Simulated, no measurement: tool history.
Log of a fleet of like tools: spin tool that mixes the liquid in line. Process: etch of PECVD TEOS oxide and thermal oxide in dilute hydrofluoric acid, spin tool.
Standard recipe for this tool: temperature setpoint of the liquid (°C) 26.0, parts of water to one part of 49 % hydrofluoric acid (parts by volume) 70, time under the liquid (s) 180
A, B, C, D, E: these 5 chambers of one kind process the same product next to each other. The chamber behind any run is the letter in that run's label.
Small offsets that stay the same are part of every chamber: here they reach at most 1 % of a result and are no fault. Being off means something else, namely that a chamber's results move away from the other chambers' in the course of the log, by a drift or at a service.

run,hour,temperature setpoint of the liquid (°C),parts of water to one part of 49 % hydrofluoric acid (parts by volume),time under the liquid (s),hours since the thermometer was replaced,hours since the hydrofluoric acid flow meter was replaced,"read-back film thickness of the PECVD TEOS oxide reference wafer, read on the same gauge (nm)","read-back film thickness of the thermal oxide reference wafer, read on the same gauge (nm)",thickness taken off the PECVD TEOS oxide on a monitor wafer (angstrom),thickness taken off the thermal oxide on a monitor wafer (angstrom)
1A,4.2,26.0,70,180,335.8,788.7,89.995,79.990,377.48,132.72
2E,8.9,26.0,70,180,2082.0,89.1,89.994,79.997,371.33,135.48
3D,13.5,26.0,70,180,348.7,51.1,90.007,80.016,377.87,132.92
4C,19.3,26.0,70,180,508.1,947.5,89.988,80.020,369.57,132.27
5B,25.5,26.0,70,180,891.7,737.9,89.998,80.002,377.02,134.15
6C,31.7,26.0,70,180,520.5,959.9,90.003,79.984,369.85,134.09
7E,37.5,26.0,70,180,2110.6,117.7,89.994,80.021,374.36,135.10
8B,46.6,26.0,70,180,912.8,759.0,90.014,80.029,377.49,134.61
9A,53.7,26.0,70,180,385.3,838.2,90.012,80.003,377.18,132.64
10D,63.2,26.0,70,180,398.4,100.8,89.997,79.970,371.96,133.56
11C,72.3,26.0,70,180,561.1,1000.5,90.005,80.030,372.08,133.01
12A,80.0,26.0,70,180,411.6,864.5,89.997,80.007,376.78,131.49
13B,84.5,26.0,70,180,950.7,796.9,90.012,80.007,380.93,133.56
14E,91.2,26.0,70,180,2164.3,171.4,90.007,80.007,368.64,133.09
15D,96.0,26.0,70,180,431.2,133.6,90.010,80.010,372.85,132.30
16D,100.8,26.0,70,180,436.0,138.4,90.002,80.004,369.37,131.56
17E,105.8,26.0,70,180,2178.9,186.0,90.008,79.978,372.98,133.84
# hour 111.6: chamber B: hydrofluoric acid flow meter replaced
18B,113.9,26.0,70,180,980.1,2.4,90.020,79.985,378.78,135.89
19A,118.2,26.0,70,180,449.8,902.7,90.007,79.999,377.03,132.09
20C,127.9,26.0,70,180,616.7,1056.1,89.997,79.942,367.97,135.66
# hour 134.4: chamber C: hydrofluoric acid flow meter replaced
21E,135.0,26.0,70,180,2208.1,215.2,90.010,79.985,373.12,134.43
22C,141.7,26.0,70,180,630.5,7.4,90.004,80.007,371.85,134.15
23D,150.9,26.0,70,180,486.1,188.5,90.011,79.992,374.37,133.57
24B,158.4,26.0,70,180,1024.6,46.9,89.989,79.960,374.54,134.91
25A,166.6,26.0,70,180,498.2,951.1,89.975,80.026,379.65,133.81
26C,173.4,26.0,70,180,662.2,39.1,89.998,79.983,372.41,133.32
27D,179.7,28.0,70,180,514.9,217.3,90.011,79.984,407.15,142.94
28E,186.2,28.0,70,180,2259.3,266.4,90.004,79.978,403.95,143.85
29A,190.5,28.0,70,180,522.1,975.0,90.008,80.030,403.89,142.41
30B,195.2,28.0,70,180,1061.4,83.7,89.992,80.044,406.13,144.88
31C,202.6,28.0,70,180,691.4,68.3,90.001,79.996,401.28,143.68
32D,208.8,26.0,70,180,544.0,246.4,89.995,80.074,371.19,133.31
33B,216.9,26.0,70,180,1083.1,105.4,89.997,80.021,379.71,135.40
34A,225.8,26.0,70,180,557.4,1010.3,90.005,79.994,376.81,133.98
35E,232.5,23.5,70,180,2305.6,312.7,90.009,79.987,333.95,120.43
36A,242.1,23.5,70,180,573.7,1026.6,90.004,80.014,342.35,121.68
37D,248.6,23.5,70,180,583.8,286.2,89.984,80.005,339.79,117.99
38C,256.6,23.5,70,180,745.4,122.3,90.008,79.993,332.08,119.98
39E,265.6,23.5,70,180,2338.7,345.8,89.996,80.046,333.54,121.23

Next, all 5 chambers run the settings below, one line each with question marks for the results. What does each chamber give?
40A,272.6,23.5,70,180,,,,,?,?
40B,272.6,23.5,70,180,,,,,?,?
40C,272.6,23.5,70,180,,,,,?,?
40D,272.6,23.5,70,180,,,,,?,?
40E,272.6,23.5,70,180,,,,,?,?

run,thickness taken off the PECVD TEOS oxide on a monitor wafer (angstrom),thickness taken off the thermal oxide on a monitor wafer (angstrom)
40A,336.98,120.46
40B,343.77,123.12
40C,338.38,119.96
40D,335.58,119.98
40E,338.62,119.87
